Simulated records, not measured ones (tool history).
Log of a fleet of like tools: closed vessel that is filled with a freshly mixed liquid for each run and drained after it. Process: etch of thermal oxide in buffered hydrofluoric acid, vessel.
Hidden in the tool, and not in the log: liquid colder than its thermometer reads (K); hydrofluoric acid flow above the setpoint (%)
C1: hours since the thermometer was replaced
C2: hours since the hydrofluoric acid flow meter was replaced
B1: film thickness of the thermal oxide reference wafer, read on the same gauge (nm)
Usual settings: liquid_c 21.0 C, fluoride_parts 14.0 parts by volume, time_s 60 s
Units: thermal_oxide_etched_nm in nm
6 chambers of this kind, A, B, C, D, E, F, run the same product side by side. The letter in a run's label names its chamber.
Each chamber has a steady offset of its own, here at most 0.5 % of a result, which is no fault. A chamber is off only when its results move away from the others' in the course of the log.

{"run": "1E", "hour": 11.2, "liquid_c": 21.0, "fluoride_parts": 14.0, "time_s": 60, "C1": 179.0, "C2": 447.3, "B1": 50.015, "thermal_oxide_etched_nm": 41.962}
{"run": "2B", "hour": 21.0, "liquid_c": 21.0, "fluoride_parts": 14.0, "time_s": 60, "C1": 175.1, "C2": 710.2, "B1": 49.992, "thermal_oxide_etched_nm": 42.197}
{"hour": 32.6, "done": "chamber C: hydrofluoric acid flow meter replaced"}
{"run": "3A", "hour": 35.0, "liquid_c": 21.0, "fluoride_parts": 14.0, "time_s": 60, "C1": 556.4, "C2": 1008.1, "B1": 49.965, "thermal_oxide_etched_nm": 42.26}
{"run": "4F", "hour": 42.4, "liquid_c": 21.0, "fluoride_parts": 14.0, "time_s": 60, "C1": 89.5, "C2": 1066.3, "B1": 49.969, "thermal_oxide_etched_nm": 42.358}
{"run": "5C", "hour": 53.7, "liquid_c": 21.0, "fluoride_parts": 14.0, "time_s": 60, "C1": 609.8, "C2": 21.1, "B1": 50.011, "thermal_oxide_etched_nm": 41.89}
{"hour": 61.7, "done": "chamber B: hydrofluoric acid flow meter replaced"}
{"run": "6D", "hour": 62.8, "liquid_c": 21.0, "fluoride_parts": 14.0, "time_s": 60, "C1": 1755.8, "C2": 190.2, "B1": 50.005, "thermal_oxide_etched_nm": 42.216}
{"run": "7D", "hour": 77.7, "liquid_c": 21.0, "fluoride_parts": 14.0, "time_s": 60, "C1": 1770.7, "C2": 205.1, "B1": 49.981, "thermal_oxide_etched_nm": 42.547}
{"run": "8C", "hour": 90.3, "liquid_c": 21.0, "fluoride_parts": 14.0, "time_s": 60, "C1": 646.4, "C2": 57.7, "B1": 49.988, "thermal_oxide_etched_nm": 41.529}
{"hour": 97.0, "done": "chamber A: thermometer replaced"}
{"run": "9A", "hour": 104.7, "liquid_c": 21.0, "fluoride_parts": 14.0, "time_s": 60, "C1": 7.8, "C2": 1077.8, "B1": 50.0, "thermal_oxide_etched_nm": 42.469}
{"run": "10B", "hour": 119.1, "liquid_c": 21.0, "fluoride_parts": 14.0, "time_s": 60, "C1": 273.2, "C2": 57.4, "B1": 49.991, "thermal_oxide_etched_nm": 42.014}
{"run": "11F", "hour": 129.1, "liquid_c": 24.5, "fluoride_parts": 14.0, "time_s": 60, "C1": 176.2, "C2": 1153.0, "B1": 49.978, "thermal_oxide_etched_nm": 51.76}
{"hour": 133.4, "done": "chamber A: hydrofluoric acid flow meter replaced"}
{"run": "12E", "hour": 139.6, "liquid_c": 24.5, "fluoride_parts": 14.0, "time_s": 60, "C1": 307.4, "C2": 575.7, "B1": 49.956, "thermal_oxide_etched_nm": 51.447}
{"run": "13C", "hour": 153.2, "liquid_c": 24.5, "fluoride_parts": 14.0, "time_s": 60, "C1": 709.3, "C2": 120.6, "B1": 50.013, "thermal_oxide_etched_nm": 50.125}
{"run": "14D", "hour": 160.1, "liquid_c": 24.5, "fluoride_parts": 14.0, "time_s": 60, "C1": 1853.1, "C2": 287.5, "B1": 49.991, "thermal_oxide_etched_nm": 51.416}
{"run": "15E", "hour": 172.3, "liquid_c": 24.5, "fluoride_parts": 14.0, "time_s": 60, "C1": 340.1, "C2": 608.4, "B1": 50.023, "thermal_oxide_etched_nm": 51.241}
{"run": "16F", "hour": 179.3, "liquid_c": 24.5, "fluoride_parts": 14.0, "time_s": 60, "C1": 226.4, "C2": 1203.2, "B1": 49.998, "thermal_oxide_etched_nm": 51.185}
{"run": "17A", "hour": 190.7, "liquid_c": 21.0, "fluoride_parts": 14.0, "time_s": 60, "C1": 93.8, "C2": 57.4, "B1": 50.027, "thermal_oxide_etched_nm": 42.288}
{"run": "18B", "hour": 204.2, "liquid_c": 21.0, "fluoride_parts": 14.0, "time_s": 60, "C1": 358.3, "C2": 142.5, "B1": 50.003, "thermal_oxide_etched_nm": 42.355}
{"run": "19E", "hour": 214.4, "liquid_c": 21.0, "fluoride_parts": 14.0, "time_s": 60, "C1": 382.2, "C2": 650.5, "B1": 49.986, "thermal_oxide_etched_nm": 43.021}
{"run": "20D", "hour": 228.3, "liquid_c": 21.0, "fluoride_parts": 14.0, "time_s": 60, "C1": 1921.3, "C2": 355.7, "B1": 49.967, "thermal_oxide_etched_nm": 42.554}
{"run": "21F", "hour": 239.9, "liquid_c": 21.0, "fluoride_parts": 14.0, "time_s": 60, "C1": 287.0, "C2": 1263.8, "B1": 50.029, "thermal_oxide_etched_nm": 41.883}
{"run": "22B", "hour": 252.1, "liquid_c": 21.0, "fluoride_parts": 14.0, "time_s": 60, "C1": 406.2, "C2": 190.4, "B1": 49.999, "thermal_oxide_etched_nm": 42.67}
{"run": "23A", "hour": 264.7, "liquid_c": 21.0, "fluoride_parts": 11.5, "time_s": 60, "C1": 167.8, "C2": 131.4, "B1": 49.98, "thermal_oxide_etched_nm": 50.699}
{"run": "24C", "hour": 273.8, "liquid_c": 21.0, "fluoride_parts": 11.5, "time_s": 60, "C1": 829.9, "C2": 241.2, "B1": 49.98, "thermal_oxide_etched_nm": 49.747}
{"run": "25F", "hour": 288.5, "liquid_c": 21.0, "fluoride_parts": 11.5, "time_s": 60, "C1": 335.6, "C2": 1312.4, "B1": 50.016, "thermal_oxide_etched_nm": 51.981}
{"run": "26B", "hour": 297.9, "liquid_c": 21.0, "fluoride_parts": 11.5, "time_s": 60, "C1": 452.0, "C2": 236.2, "B1": 50.024, "thermal_oxide_etched_nm": 51.313}
{"run": "27A", "hour": 310.8, "liquid_c": 21.0, "fluoride_parts": 11.5, "time_s": 60, "C1": 213.9, "C2": 177.5, "B1": 50.018, "thermal_oxide_etched_nm": 51.886}
{"hour": 316.6, "done": "chamber D: thermometer replaced"}
{"run": "28C", "hour": 323.5, "liquid_c": 21.0, "fluoride_parts": 11.5, "time_s": 60, "C1": 879.6, "C2": 290.9, "B1": 49.982, "thermal_oxide_etched_nm": 50.061}
{"run": "29D", "hour": 332.5, "liquid_c": 21.0, "fluoride_parts": 14.0, "time_s": 60, "C1": 15.9, "C2": 459.9, "B1": 49.988, "thermal_oxide_etched_nm": 42.475}
{"run": "30E", "hour": 342.1, "liquid_c": 21.0, "fluoride_parts": 14.0, "time_s": 60, "C1": 509.9, "C2": 778.2, "B1": 50.008, "thermal_oxide_etched_nm": 42.682}
{"run": "31C", "hour": 352.3, "liquid_c": 21.0, "fluoride_parts": 14.0, "time_s": 60, "C1": 908.4, "C2": 319.7, "B1": 50.021, "thermal_oxide_etched_nm": 40.595}
{"run": "32D", "hour": 359.4, "liquid_c": 21.0, "fluoride_parts": 14.0, "time_s": 60, "C1": 42.8, "C2": 486.8, "B1": 50.001, "thermal_oxide_etched_nm": 42.57}
{"run": "33B", "hour": 367.7, "liquid_c": 21.0, "fluoride_parts": 14.0, "time_s": 60, "C1": 521.8, "C2": 306.0, "B1": 49.973, "thermal_oxide_etched_nm": 42.322}
{"run": "34F", "hour": 377.3, "liquid_c": 21.0, "fluoride_parts": 15.5, "time_s": 60, "C1": 424.4, "C2": 1401.2, "B1": 50.029, "thermal_oxide_etched_nm": 39.024}
{"run": "35A", "hour": 388.8, "liquid_c": 21.0, "fluoride_parts": 15.5, "time_s": 60, "C1": 291.9, "C2": 255.5, "B1": 50.018, "thermal_oxide_etched_nm": 38.213}
{"run": "36E", "hour": 402.4, "liquid_c": 21.0, "fluoride_parts": 15.5, "time_s": 60, "C1": 570.2, "C2": 838.5, "B1": 50.023, "thermal_oxide_etched_nm": 39.086}
{"run": "37D", "hour": 413.2, "liquid_c": 21.0, "fluoride_parts": 15.5, "time_s": 60, "C1": 96.6, "C2": 540.6, "B1": 50.01, "thermal_oxide_etched_nm": 39.075}
{"run": "38E", "hour": 426.3, "liquid_c": 21.0, "fluoride_parts": 15.5, "time_s": 60, "C1": 594.1, "C2": 862.4, "B1": 50.007, "thermal_oxide_etched_nm": 38.682}
{"run": "39C", "hour": 436.1, "liquid_c": 21.0, "fluoride_parts": 15.5, "time_s": 60, "C1": 992.2, "C2": 403.5, "B1": 50.025, "thermal_oxide_etched_nm": 35.822}
{"run": "40F", "hour": 446.3, "liquid_c": 21.0, "fluoride_parts": 14.0, "time_s": 60, "C1": 493.4, "C2": 1470.2, "B1": 49.988, "thermal_oxide_etched_nm": 43.17}
{"run": "41B", "hour": 460.0, "liquid_c": 24.0, "fluoride_parts": 14.0, "time_s": 90, "C1": 614.1, "C2": 398.3, "B1": 49.98, "thermal_oxide_etched_nm": 75.52}
{"run": "42A", "hour": 472.7, "liquid_c": 24.0, "fluoride_parts": 14.0, "time_s": 90, "C1": 375.8, "C2": 339.4, "B1": 50.013, "thermal_oxide_etched_nm": 75.117}
{"run": "43B", "hour": 481.6, "liquid_c": 24.0, "fluoride_parts": 14.0, "time_s": 90, "C1": 635.7, "C2": 419.9, "B1": 50.024, "thermal_oxide_etched_nm": 74.917}
{"run": "44C", "hour": 489.9, "liquid_c": 24.0, "fluoride_parts": 14.0, "time_s": 90, "C1": 1046.0, "C2": 457.3, "B1": 50.0, "thermal_oxide_etched_nm": 71.185}

Next, every chamber runs the same settings. What will each give?
{"run": "45A", "hour": 501.0, "liquid_c": 17.0, "fluoride_parts": 14.0, "time_s": 60, "thermal_oxide_etched_nm": "?"}
{"run": "45B", "hour": 501.0, "liquid_c": 17.0, "fluoride_parts": 14.0, "time_s": 60, "thermal_oxide_etched_nm": "?"}
{"run": "45C", "hour": 501.0, "liquid_c": 17.0, "fluoride_parts": 14.0, "time_s": 60, "thermal_oxide_etched_nm": "?"}
{"run": "45D", "hour": 501.0, "liquid_c": 17.0, "fluoride_parts": 14.0, "time_s": 60, "thermal_oxide_etched_nm": "?"}
{"run": "45E", "hour": 501.0, "liquid_c": 17.0, "fluoride_parts": 14.0, "time_s": 60, "thermal_oxide_etched_nm": "?"}
{"run": "45F", "hour": 501.0, "liquid_c": 17.0, "fluoride_parts": 14.0, "time_s": 60, "thermal_oxide_etched_nm": "?"}

run=45A thermal_oxide_etched_nm=33.724
run=45B thermal_oxide_etched_nm=33.777
run=45C thermal_oxide_etched_nm=32.236
run=45D thermal_oxide_etched_nm=33.709
run=45E thermal_oxide_etched_nm=33.821
run=45F thermal_oxide_etched_nm=34.141
